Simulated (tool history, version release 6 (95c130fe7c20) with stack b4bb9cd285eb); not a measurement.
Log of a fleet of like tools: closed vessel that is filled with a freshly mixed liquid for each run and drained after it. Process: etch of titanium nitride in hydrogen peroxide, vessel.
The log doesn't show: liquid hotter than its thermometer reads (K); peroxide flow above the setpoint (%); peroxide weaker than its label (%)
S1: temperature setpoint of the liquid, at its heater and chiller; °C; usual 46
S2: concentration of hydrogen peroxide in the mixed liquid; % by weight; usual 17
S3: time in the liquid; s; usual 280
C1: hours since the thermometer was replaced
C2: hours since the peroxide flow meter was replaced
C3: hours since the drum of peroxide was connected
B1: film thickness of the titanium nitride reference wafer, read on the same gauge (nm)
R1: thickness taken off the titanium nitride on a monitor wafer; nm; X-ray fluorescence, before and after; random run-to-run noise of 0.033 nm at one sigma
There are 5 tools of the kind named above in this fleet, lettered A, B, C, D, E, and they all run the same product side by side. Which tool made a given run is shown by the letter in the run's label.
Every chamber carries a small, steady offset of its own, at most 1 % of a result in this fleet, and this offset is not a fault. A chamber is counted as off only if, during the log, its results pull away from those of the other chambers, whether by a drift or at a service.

Run 1E, hour 3.6: usual settings; C1 2020.5; C2 551.3; C3 37.9; B1 149.94. Result: R1 5.0202 nm.
Run 2A, hour 9.5: usual settings; C1 661.3; C2 499.4; C3 274.6; B1 150.05. Result: R1 5.1205 nm.
Run 3D, hour 12.8: usual settings; C1 554; C2 138.6; C3 48.6; B1 149.97. Result: R1 5.0718 nm.
Run 4B, hour 18.5: usual settings; C1 215.4; C2 174.9; C3 916; B1 150.03. Result: R1 5.094 nm.
Run 5C, hour 21.9: usual settings; C1 685.4; C2 390.5; C3 634.5; B1 150. Result: R1 5.0401 nm.
Run 6E, hour 26.8: usual settings; C1 2043.7; C2 574.5; C3 61.1; B1 150.02. Result: R1 5.0614 nm.
Run 7C, hour 32.3: usual settings; C1 695.8; C2 400.9; C3 644.9; B1 150.04. Result: R1 5.008 nm.
Run 8D, hour 36.7: usual settings; C1 577.9; C2 162.5; C3 72.5; B1 150. Result: R1 5.1179 nm.
Run 9B, hour 41.1: usual settings; C1 238; C2 197.5; C3 938.6; B1 150.02. Result: R1 5.1218 nm.
Run 10A, hour 44.5: usual settings; C1 696.3; C2 534.4; C3 309.6; B1 150. Result: R1 5.1235 nm.
Run 11B, hour 49.9: usual settings but S1 39.5 °C, S2 13 % by weight; C1 246.8; C2 206.3; C3 947.4; B1 150.01. Result: R1 2.9272 nm.
Run 12C, hour 52.7: usual settings but S1 39.5 °C, S2 13 % by weight; C1 716.2; C2 421.3; C3 665.3; B1 149.98. Result: R1 2.9134 nm.
At hour 54.4: chamber A: new drum of peroxide connected.
Run 13D, hour 56.9: usual settings but S1 39.5 °C, S2 13 % by weight; C1 598.1; C2 182.7; C3 92.7; B1 149.99. Result: R1 2.9784 nm.
Run 14E, hour 59.8: usual settings but S1 39.5 °C, S2 13 % by weight; C1 2076.7; C2 607.5; C3 94.1; B1 149.99. Result: R1 2.8756 nm.
Run 15A, hour 62.8: usual settings but S1 39.5 °C, S2 13 % by weight; C1 714.6; C2 552.7; C3 8.4; B1 150. Result: R1 2.8971 nm.
Run 16E, hour 65.8: usual settings; C1 2082.7; C2 613.5; C3 100.1; B1 150.01. Result: R1 5.0506 nm.
Run 17D, hour 70.9: usual settings; C1 612.1; C2 196.7; C3 106.7; B1 150.01. Result: R1 5.1228 nm.
Run 18B, hour 76.5: usual settings; C1 273.4; C2 232.9; C3 974; B1 149.96. Result: R1 5.094 nm.
Run 19A, hour 82: usual settings; C1 733.8; C2 571.9; C3 27.6; B1 150. Result: R1 5.0597 nm.
Run 20C, hour 87.1: usual settings; C1 750.6; C2 455.7; C3 699.7; B1 149.95. Result: R1 5.0691 nm.
Run 21D, hour 90.6: usual settings; C1 631.8; C2 216.4; C3 126.4; B1 150.01. Result: R1 5.0685 nm.
Run 22E, hour 94.3: usual settings; C1 2111.2; C2 642; C3 128.6; B1 150.01. Result: R1 5.0147 nm.
Run 23B, hour 99.8: usual settings; C1 296.7; C2 256.2; C3 997.3; B1 150.01. Result: R1 5.118 nm.
Run 24C, hour 103.5: usual settings; C1 767; C2 472.1; C3 716.1; B1 150.05. Result: R1 5.219 nm.
Run 25A, hour 106.1: usual settings; C1 757.9; C2 596; C3 51.7; B1 149.98. Result: R1 5.0816 nm.
At hour 109.7: chamber C: peroxide flow meter replaced.
Run 26A, hour 111.6: usual settings; C1 763.4; C2 601.5; C3 57.2; B1 150.02. Result: R1 5.0068 nm.
Run 27D, hour 115.6: usual settings; C1 656.8; C2 241.4; C3 151.4; B1 150.04. Result: R1 5.1956 nm.
Run 28C, hour 120.8: usual settings; C1 784.3; C2 11.2; C3 733.4; B1 149.99. Result: R1 5.2646 nm.
Run 29E, hour 124.7: usual settings but S3 205 s; C1 2141.6; C2 672.4; C3 159; B1 150.01. Result: R1 3.6682 nm.
Run 30B, hour 130.5: usual settings but S3 205 s; C1 327.4; C2 286.9; C3 1028; B1 150.02. Result: R1 3.7509 nm.
Run 31C, hour 134.1: usual settings but S3 205 s; C1 797.6; C2 24.5; C3 746.7; B1 149.99. Result: R1 3.8846 nm.
Run 32E, hour 139.2: usual settings but S3 205 s; C1 2156.1; C2 686.9; C3 173.5; B1 150.02. Result: R1 3.6648 nm.
Run 33A, hour 143.2: usual settings but S3 205 s; C1 795; C2 633.1; C3 88.8; B1 150. Result: R1 3.7395 nm.
Run 34B, hour 146.9: usual settings; C1 343.8; C2 303.3; C3 1044.4; B1 150. Result: R1 5.1436 nm.

Which is it: a chamber that has drifted or been left off by a service, a gauge drift common to all chambers, or only each chamber's usual small offset? If a chamber is off, name it and its likeliest cause.

Little by little, chamber C moves away from the other chambers.
Cause: liquid hotter than its thermometer reads (K) = 0.966.

Below are 4 candidate recipes for chamber C's next run, each the usual settings with a change, their results shown as question marks. Which of them brings C's results back in line with what the other chambers give on the usual settings?
To be in line, a result may differ from the other chambers' mean on the usual settings by at most: R1 0.12 nm
Run 35C-1, hour 151.2: usual settings but S1 45 °C, S3 270 s. Result: R1 ?.
Run 35C-2, hour 151.2: usual settings but S1 47.5 °C. Result: R1 ?.
Run 35C-3, hour 151.2: usual settings but S3 265 s. Result: R1 ?.
Run 35C-4, hour 151.2: usual settings but S1 46.5 °C, S3 285 s. Result: R1 ?.

On the usual settings, the other chambers give on average: R1 5.085 nm
  run      R1
35C-1  4.8503
35C-2  6.0311
35C-3  5.1215
35C-4  5.7099
With 35C-3, the chamber falls back in line with the rest.

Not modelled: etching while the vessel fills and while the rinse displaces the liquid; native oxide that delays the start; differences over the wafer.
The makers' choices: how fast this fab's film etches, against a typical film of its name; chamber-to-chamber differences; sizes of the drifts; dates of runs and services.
